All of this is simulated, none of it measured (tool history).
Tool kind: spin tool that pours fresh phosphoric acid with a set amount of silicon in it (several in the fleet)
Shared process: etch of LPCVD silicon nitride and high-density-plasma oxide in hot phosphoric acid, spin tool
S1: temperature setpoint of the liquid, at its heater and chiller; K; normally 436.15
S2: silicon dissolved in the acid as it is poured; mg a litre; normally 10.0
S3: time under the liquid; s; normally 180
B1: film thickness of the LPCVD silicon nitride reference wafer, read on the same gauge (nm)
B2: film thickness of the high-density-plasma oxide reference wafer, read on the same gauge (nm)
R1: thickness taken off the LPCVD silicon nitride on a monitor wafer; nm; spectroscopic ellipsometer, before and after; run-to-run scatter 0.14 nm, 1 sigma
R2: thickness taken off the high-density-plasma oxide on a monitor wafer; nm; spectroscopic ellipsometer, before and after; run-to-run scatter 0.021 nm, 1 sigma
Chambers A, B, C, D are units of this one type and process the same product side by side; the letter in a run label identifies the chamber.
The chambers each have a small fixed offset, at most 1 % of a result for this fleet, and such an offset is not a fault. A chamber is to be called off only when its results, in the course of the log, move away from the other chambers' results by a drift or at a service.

run,day,S1,S2,S3,B1,B2,R1,R2
1B,0.275,436.15,10.0,180,99.981,69.999,17.6580,0.38022
2C,0.596,436.15,10.0,180,99.999,70.057,18.0710,0.34701
3A,0.867,436.15,10.0,180,100.020,70.001,18.0410,0.38157
4D,1.258,436.15,10.0,180,99.978,69.964,17.8640,0.40078
5D,1.617,436.15,10.0,180,100.000,70.022,18.1000,0.37981
6C,1.942,436.15,10.0,180,99.990,70.023,17.9270,0.36011
7A,2.188,438.65,10.0,180,100.010,70.013,19.6670,0.45050
8B,2.612,438.65,10.0,180,100.010,70.016,19.6800,0.42370
9A,2.804,438.65,10.0,180,100.010,69.973,19.6650,0.44903
10D,3.100,438.65,10.0,180,100.020,69.974,19.5720,0.46108
11C,3.383,436.15,10.0,180,100.000,69.978,17.8030,0.38124
12B,3.721,436.15,10.0,180,100.000,70.007,17.9670,0.38242
13C,3.967,436.15,10.0,180,100.020,70.000,17.9100,0.37419
14B,4.208,436.15,10.0,110,99.993,70.019,11.0540,0.23902
15D,4.638,436.15,10.0,110,99.992,70.001,11.0520,0.21839
16A,5.079,436.15,10.0,110,100.010,69.966,11.0590,0.23882
17D,5.338,436.15,10.0,110,99.988,70.003,11.1240,0.24221
18A,5.675,436.15,10.0,180,100.020,70.029,18.1070,0.34870
# day 5.750: chamber C: heated supply line repaired
19C,5.900,436.15,10.0,180,100.020,69.974,17.7850,0.36256
20B,6.292,436.15,10.0,180,99.989,70.018,17.8970,0.36067
21D,6.538,436.15,10.0,180,100.000,69.977,17.9820,0.39505
22B,6.921,436.15,10.0,180,100.020,70.004,17.7330,0.35029
23C,7.246,436.15,10.0,180,100.020,70.016,18.0710,0.35061
24A,7.588,436.15,10.0,180,99.988,69.991,18.2620,0.32158
25A,7.925,436.15,10.0,180,99.990,70.016,18.0900,0.40734
# day 8.212: chamber D: thermometer replaced
26D,8.362,436.15,10.0,80,100.000,70.004,7.9161,0.16502
27C,8.633,436.15,10.0,80,99.999,70.002,7.9742,0.17249
28B,9.054,436.15,10.0,80,99.987,70.022,7.9023,0.15906
29C,9.354,436.15,10.0,80,100.000,69.997,7.9428,0.16803
30A,9.638,436.15,6.5,80,99.983,70.014,8.0031,0.17846
31D,10.071,436.15,6.5,80,100.010,69.958,7.9001,0.15812
32B,10.479,436.15,6.5,80,100.000,70.023,8.0133,0.17450
33A,10.692,436.15,6.5,80,99.992,70.015,7.9775,0.16940
34D,10.938,437.65,16.5,180,99.984,69.983,19.2570,0.32958
# day 11.188: chamber C: dissolved silicon flow meter replaced
35C,11.292,437.65,16.5,180,100.010,70.022,18.8910,0.34926

Has any chamber moved away from the others, gradually or after a service, or does the common gauge drift, or do the chambers differ only by their own small steady offsets? State the chamber and the most likely cause if one applies.

No chamber is off and the gauge is stable; the differences are just each chamber's small, constant offset.
